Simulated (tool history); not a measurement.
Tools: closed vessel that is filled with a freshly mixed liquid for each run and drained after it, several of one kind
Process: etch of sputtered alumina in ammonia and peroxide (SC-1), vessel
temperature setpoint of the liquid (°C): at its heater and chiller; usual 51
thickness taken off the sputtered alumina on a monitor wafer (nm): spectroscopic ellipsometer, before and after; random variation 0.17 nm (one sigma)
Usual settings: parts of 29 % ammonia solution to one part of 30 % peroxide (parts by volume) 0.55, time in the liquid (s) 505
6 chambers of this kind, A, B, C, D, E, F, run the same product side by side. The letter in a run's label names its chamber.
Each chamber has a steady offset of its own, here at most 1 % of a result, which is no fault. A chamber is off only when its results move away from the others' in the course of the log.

run   hour  temperature setpoint of the liquid (°C)  parts of 29 % ammonia solution to one part of 30 % peroxide (parts by volume)  time in the liquid (s)  read-back film thickness of the sputtered alumina reference wafer, read on the same gauge (nm)  thickness taken off the sputtered alumina on a monitor wafer (nm)
 1F    5.8                                       51                                                                           0.55                     505                                                                                          39.989                                                             31.129
      15.6  -- chamber C: new drum of ammonia solution connected
 2C   16.2                                       51                                                                           0.55                     505                                                                                          39.961                                                             31.196
      21.3  -- chamber F: new drum of ammonia solution connected
 3E   22.3                                       51                                                                           0.55                     505                                                                                          40.012                                                             31.378
 4A   34.3                                       51                                                                           0.55                     505                                                                                          39.985                                                             30.751
 5D   39.8                                       51                                                                           0.55                     505                                                                                          39.977                                                             30.966
 6B   50.7                                       51                                                                           0.55                     505                                                                                          39.993                                                             31.271
 7D   56.2                                       51                                                                           0.55                     505                                                                                          40.022                                                             30.924
 8F     63                                       51                                                                           0.55                     505                                                                                          40.007                                                             31.426
 9A   70.4                                       51                                                                           0.55                     505                                                                                              40                                                             30.973
      70.5  -- chamber B: ammonia flow meter replaced
10B   75.8                                       51                                                                           0.55                     505                                                                                          39.988                                                             31.587
      79.4  -- chamber D: ammonia flow meter replaced
11C   84.1                                       51                                                                           0.55                     505                                                                                          39.999                                                             31.449
12E   90.6                                       51                                                                           0.55                     505                                                                                          39.991                                                             31.722
13D   96.9                                       51                                                                           0.55                     505                                                                                          40.032                                                             30.578
14F  107.1                                       51                                                                           0.55                     505                                                                                          39.977                                                             30.811
15C  116.9                                       51                                                                           0.55                     505                                                                                          39.955                                                             31.128
16B  125.3                                       51                                                                           0.55                     505                                                                                          40.006                                                             31.384
17A  131.4                                       51                                                                           0.55                     505                                                                                          40.023                                                             31.077
18E  138.1                                       51                                                                           0.55                     505                                                                                          40.012                                                             31.477
19E  147.7                                       51                                                                           0.55                     505                                                                                          39.984                                                             31.675
20C  159.7                                       51                                                                           0.55                     505                                                                                          39.995                                                             31.235
21B  168.1                                       46                                                                           0.55                     505                                                                                          39.971                                                             23.835
22F  178.6                                       46                                                                           0.55                     505                                                                                          40.003                                                              23.59
23A  186.9                                       46                                                                           0.55                     505                                                                                          40.017                                                             23.453
24D  195.2                                       46                                                                           0.55                     505                                                                                          39.952                                                             23.521
25D  205.3                                       46                                                                           0.55                     505                                                                                          40.009                                                             23.331
     206.4  -- chamber B: new drum of ammonia solution connected
26A  214.4                                       46                                                                           0.55                     505                                                                                          39.984                                                             23.599
27C  221.8                                       51                                                                           0.55                     325                                                                                          39.992                                                             19.924
28F  227.2                                       51                                                                           0.55                     325                                                                                          39.979                                                             19.664
29B  234.7                                       51                                                                           0.55                     325                                                                                          40.022                                                              20.01
30E  243.6                                       51                                                                           0.55                     325                                                                                          39.999                                                             20.419
     250.1  -- chamber D: thermometer replaced
31D  250.9                                       51                                                                           0.55                     325                                                                                          39.985                                                             20.118
32E  256.2                                       51                                                                           0.55                     325                                                                                          40.013                                                             20.527
     260.5  -- chamber C: new drum of ammonia solution connected
33C  267.7                                       51                                                                           0.55                     505                                                                                          39.988                                                             31.221
34A  278.4                                       51                                                                           0.55                     505                                                                                          40.015                                                             30.904
35F  289.7                                       51                                                                           0.55                     505                                                                                          40.028                                                             30.274
36B  296.8                                     58.5                                                                           0.55                     505                                                                                          40.005                                                             46.648

Next, every chamber runs the same settings. What will each give?
37A  305.4                                       51                                                                           0.55                     255                                                                                                                                                                  ?
37B  305.4                                       51                                                                           0.55                     255                                                                                                                                                                  ?
37C  305.4                                       51                                                                           0.55                     255                                                                                                                                                                  ?
37D  305.4                                       51                                                                           0.55                     255                                                                                                                                                                  ?
37E  305.4                                       51                                                                           0.55                     255                                                                                                                                                                  ?
37F  305.4                                       51                                                                           0.55                     255                                                                                                                                                                  ?

run  thickness taken off the sputtered alumina on a monitor wafer (nm)
37A                                                             15.708
37B                                                             15.897
37C                                                             15.782
37D                                                              15.72
37E                                                             15.908
37F                                                             15.122
